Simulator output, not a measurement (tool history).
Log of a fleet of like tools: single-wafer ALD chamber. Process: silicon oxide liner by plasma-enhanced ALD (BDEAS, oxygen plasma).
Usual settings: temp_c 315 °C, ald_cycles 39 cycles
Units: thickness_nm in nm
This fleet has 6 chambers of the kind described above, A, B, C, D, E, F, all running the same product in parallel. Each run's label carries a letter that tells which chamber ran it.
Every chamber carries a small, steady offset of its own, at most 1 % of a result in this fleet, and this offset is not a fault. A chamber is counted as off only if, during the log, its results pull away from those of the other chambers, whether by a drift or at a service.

run   hour  temp_c  ald_cycles  read-back reference wafer on the same gauge, thickness_nm  thickness_nm
 1B    7.6     315          39                                                     3.7116        3.5519
 2F   14.7     315          39                                                     3.7116        3.5363
 3E   21.9     315          39                                                     3.7107         3.553
 4C   27.6     315          39                                                     3.7106        3.5648
 5A   34.4     315          39                                                      3.713        3.5162
 6D   40.2     315          39                                                     3.7135        3.5771
 7F     46     315          35                                                     3.7155         3.175
 8B   54.9     315          35                                                     3.7127        3.2003
 9A   59.7     315          35                                                     3.7152        3.1558
10D     65     315          35                                                     3.7171        3.2138
11C   73.2     315          35                                                     3.7146        3.1969
12E   80.7     315          35                                                     3.7169         3.204
13F   88.6     315          39                                                     3.7187        3.5544
14E   98.6     315          39                                                     3.7195        3.5677
15C  107.5     315          39                                                     3.7192        3.5664
16A  114.3     315          39                                                     3.7212        3.5243
17B  121.2     315          39                                                     3.7197        3.5513
18D  130.3     315          39                                                     3.7203        3.5844
19B  139.6     315          39                                                     3.7206        3.5724
20C  144.8     315          39                                                     3.7224        3.5749
21F  149.9     320          43                                                     3.7225        3.8913
22D  159.3     320          43                                                     3.7251        3.9247
23A  165.9     320          43                                                     3.7254        3.8637
24E  175.2     320          43                                                      3.725        3.9127
25D  185.3     320          43                                                     3.7262        3.9191
26A  192.3     320          43                                                     3.7277        3.8609
27F  200.3     315          39                                                     3.7267        3.5606
28B    206     319          42                                                     3.7286        3.8228
29E  215.5     319          42                                                       3.73        3.8252
30C  222.6     319          42                                                     3.7292        3.8318
31E  231.4     319          42                                                     3.7301        3.8203
32F  237.5     319          42                                                     3.7306        3.8085
33D  246.1     319          42                                                     3.7317        3.8296
34A  254.9     315          39                                                     3.7328        3.5371
35C  260.8     323          39                                                     3.7338        3.5435
36B  270.3     323          39                                                     3.7325        3.5449
37B  277.3     323          39                                                     3.7339        3.5386

Does one chamber stand apart from the rest, does the shared gauge drift, or is all well apart from small per-chamber offsets? Give the chamber and the most likely cause, where there is one.

None of the chambers is off. What moves is the gauge, dragging all their readings along together.
Cause: gauge reads high (%) = 0.665.
